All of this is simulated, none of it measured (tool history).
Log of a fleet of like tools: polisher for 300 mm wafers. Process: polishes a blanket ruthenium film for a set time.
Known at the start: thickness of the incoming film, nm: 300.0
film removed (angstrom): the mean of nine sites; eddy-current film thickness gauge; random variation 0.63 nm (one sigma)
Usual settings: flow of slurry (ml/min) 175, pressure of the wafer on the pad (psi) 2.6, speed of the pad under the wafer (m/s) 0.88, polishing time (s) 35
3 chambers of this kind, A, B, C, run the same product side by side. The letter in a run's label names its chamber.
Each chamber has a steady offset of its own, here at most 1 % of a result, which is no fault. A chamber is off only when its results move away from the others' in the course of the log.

run	day	flow of slurry (ml/min)	pressure of the wafer on the pad (psi)	speed of the pad under the wafer (m/s)	polishing time (s)	film removed (angstrom)
1C	0.212	175	2.6	0.88	35	463.07
2A	0.604	175	2.6	0.88	35	478.83
3B	0.842	175	2.6	0.88	35	484.18
# day 1.004: chamber B: slurry nozzle cleaned
4A	1.212	175	2.6	0.88	35	482.34
# day 1.396: chamber B: worn pad replaced by a new one
5C	1.504	175	2.6	0.88	35	478.88
6B	1.850	175	2.6	0.88	35	464.51
7C	2.212	175	2.6	0.88	35	465.89
8A	2.579	175	2.6	0.88	35	478.71
9B	2.967	175	3.4	0.88	35	607.63
# day 3.162: chamber C: worn pad replaced by a new one
10A	3.233	175	3.4	0.88	35	628.29
11B	3.433	175	3.4	0.88	35	611.19
12C	3.767	175	2.6	0.88	35	461.50
# day 3.833: chamber A: worn pad replaced by a new one
13C	4.158	175	2.6	0.88	35	466.66
14A	4.492	175	2.6	0.88	35	475.08
# day 4.533: chamber B: worn pad replaced by a new one
15B	4.854	175	1.8	1.06	35	377.47
# day 5.033: chamber C: head pressure recalibrated
16B	5.154	175	1.8	1.06	35	369.70
17C	5.504	175	1.8	1.06	35	397.09
18A	5.729	175	2.6	0.88	35	482.53
19C	5.967	175	2.6	0.88	35	463.26
20A	6.329	175	2.6	0.88	35	477.85
21B	6.646	175	2.6	0.88	35	432.67
22A	6.904	175	2.6	0.88	35	472.83

Next, every chamber runs the same settings. What will each give?
23A	7.229	175	2.6	0.88	35	?
23B	7.229	175	2.6	0.88	35	?
23C	7.229	175	2.6	0.88	35	?

run	film removed (angstrom)
23A	475.96
23B	426.93
23C	476.54
